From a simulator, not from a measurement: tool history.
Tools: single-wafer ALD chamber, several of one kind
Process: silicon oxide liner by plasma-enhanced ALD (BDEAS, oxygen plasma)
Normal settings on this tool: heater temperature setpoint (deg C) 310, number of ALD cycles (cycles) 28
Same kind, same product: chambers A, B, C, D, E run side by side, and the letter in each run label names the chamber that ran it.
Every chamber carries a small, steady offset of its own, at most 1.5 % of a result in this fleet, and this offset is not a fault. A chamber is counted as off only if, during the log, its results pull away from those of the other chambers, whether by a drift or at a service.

| run | hour | heater temperature setpoint (deg C) | number of ALD cycles (cycles) | read-back reference wafer on the same gauge, thickness_nm | mean film thickness on the monitor wafer (Å) |
|---|---|---|---|---|---|
| 1B | 7.2 | 310 | 28 | 2.7716 | 25.683 |
| 2D | 18.8 | 310 | 28 | 2.7694 | 25.876 |
| 3C | 25.2 | 310 | 28 | 2.7718 | 25.533 |
| 4A | 35.7 | 310 | 28 | 2.772 | 25.774 |
| 5E | 41.1 | 310 | 28 | 2.7731 | 25.412 |
| 6E | 53.1 | 310 | 28 | 2.7743 | 25.421 |
| 7D | 62.7 | 310 | 28 | 2.7737 | 25.803 |
| 8B | 73.8 | 310 | 28 | 2.7737 | 25.699 |
| 9A | 80.8 | 310 | 28 | 2.7745 | 25.879 |
| 10C | 87.3 | 310 | 28 | 2.7746 | 25.497 |
| 11B | 98.5 | 310 | 28 | 2.7758 | 25.779 |
|  | 107.3 | chamber C: thermocouple changed; heater temperature recalibrated |
| 12E | 109.5 | 310 | 28 | 2.7756 | 25.417 |
| 13D | 121.1 | 310 | 28 | 2.7766 | 25.923 |
| 14C | 133.5 | 310 | 28 | 2.7764 | 25.525 |
|  | 143.1 | chamber D: thermocouple changed; heater temperature recalibrated |
| 15A | 145.4 | 310 | 28 | 2.7772 | 25.82 |
| 16D | 152.5 | 310 | 28 | 2.7792 | 25.95 |
| 17B | 162.5 | 310 | 28 | 2.7793 | 25.737 |
| 18C | 172.7 | 310 | 28 | 2.7801 | 25.558 |
| 19E | 178.9 | 310 | 28 | 2.7809 | 25.45 |
| 20A | 191.3 | 310 | 23 | 2.7805 | 21.297 |
| 21A | 202.4 | 310 | 23 | 2.7813 | 21.343 |
| 22B | 211 | 310 | 23 | 2.7821 | 21.154 |
| 23D | 219.7 | 310 | 23 | 2.7835 | 21.302 |
| 24E | 225.9 | 310 | 23 | 2.7826 | 20.929 |
| 25C | 237.6 | 310 | 28 | 2.783 | 25.652 |
| 26D | 246.1 | 310 | 28 | 2.7832 | 25.935 |
| 27A | 256.8 | 310 | 28 | 2.7831 | 25.916 |
| 28B | 266.8 | 310 | 28 | 2.785 | 25.801 |
| 29E | 273.3 | 310 | 28 | 2.785 | 25.53 |
| 30C | 284.1 | 310 | 28 | 2.7864 | 25.672 |
| 31D | 292.6 | 310 | 24 | 2.7859 | 22.259 |
| 32C | 302.4 | 310 | 24 | 2.7865 | 21.985 |
| 33A | 308.4 | 310 | 24 | 2.7873 | 22.2 |
| 34E | 314.2 | 310 | 24 | 2.7864 | 21.883 |
| 35B | 322.7 | 310 | 24 | 2.7884 | 22.174 |

Has any chamber moved away from the others, gradually or after a service, or does the common gauge drift, or do the chambers differ only by their own small steady offsets? State the chamber and the most likely cause if one applies.

The gauge drifts, so all chambers seem to drift together. No chamber is off.
What lies behind it: gauge reads high (%) = 0.672.

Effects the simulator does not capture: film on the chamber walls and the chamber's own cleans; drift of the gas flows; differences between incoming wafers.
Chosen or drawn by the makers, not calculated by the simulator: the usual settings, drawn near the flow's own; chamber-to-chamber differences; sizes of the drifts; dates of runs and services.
